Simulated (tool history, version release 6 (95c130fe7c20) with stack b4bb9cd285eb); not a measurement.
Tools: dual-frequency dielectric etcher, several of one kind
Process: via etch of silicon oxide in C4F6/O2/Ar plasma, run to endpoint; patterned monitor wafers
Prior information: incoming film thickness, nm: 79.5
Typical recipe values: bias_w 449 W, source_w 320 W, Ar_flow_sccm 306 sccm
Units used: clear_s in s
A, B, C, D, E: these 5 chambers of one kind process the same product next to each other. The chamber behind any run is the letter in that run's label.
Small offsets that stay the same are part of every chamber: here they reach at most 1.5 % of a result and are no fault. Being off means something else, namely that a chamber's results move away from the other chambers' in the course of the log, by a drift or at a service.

run,hour,bias_w,source_w,Ar_flow_sccm,clear_s
1D,6.6,449,320,306,19.875
# hour 12.9: chamber A: wet clean of the chamber
2B,19.4,449,320,306,19.837
3C,29.7,449,320,306,20.026
4E,37.8,449,320,306,20.086
5A,47.8,449,320,306,20.082
# hour 56: chamber E: source power generator calibrated
6A,61.2,449,370,267,18.763
7D,69.9,449,370,267,18.518
8B,79,449,370,267,18.835
9C,87,449,370,267,18.755
# hour 91.4: chamber B: wet clean of the chamber
10E,97.9,449,370,267,18.376
# hour 108.2: chamber D: wet clean of the chamber
11B,111.7,449,320,306,19.982
12D,120.1,449,320,306,19.824
13C,130.3,449,320,306,19.959
14A,138.6,544,300,306,19.208
15E,149.3,544,300,306,19.206
16C,160.8,544,300,306,19.162
17E,167.7,544,300,306,18.914
18D,181.6,544,300,306,18.627
# hour 191.3: chamber C: wet clean of the chamber
19A,194.3,449,320,306,19.884
20B,204.7,449,320,306,19.952
21E,212.1,449,320,306,19.9
22C,218.4,449,320,306,19.97
23D,231.5,449,320,306,19.911
24A,242.9,386,250,306,23.259
# hour 245.6: chamber E: wet clean of the chamber
25B,253.3,386,250,306,22.692
26B,261.4,386,250,306,22.838
# hour 273: chamber B: source power generator calibrated
27D,274.9,386,250,306,22.727
28E,286.3,386,250,306,22.835
29C,295.7,449,320,306,19.888
30A,303.2,449,320,306,20.056
31D,309.5,449,320,306,19.577
32A,322.8,449,320,306,20.338
33B,331.1,522,320,306,18.588
34C,343.7,522,320,306,18.859
35E,357.1,522,320,306,18.804
36D,370,522,320,306,18.752

Is one chamber out of step, is the gauge drifting, or do the chambers differ by no more than their own small offsets? For an off chamber, give its letter and the likeliest cause.

Neither any chamber nor the gauge drifts; the chambers differ only by their own small, steady offsets.

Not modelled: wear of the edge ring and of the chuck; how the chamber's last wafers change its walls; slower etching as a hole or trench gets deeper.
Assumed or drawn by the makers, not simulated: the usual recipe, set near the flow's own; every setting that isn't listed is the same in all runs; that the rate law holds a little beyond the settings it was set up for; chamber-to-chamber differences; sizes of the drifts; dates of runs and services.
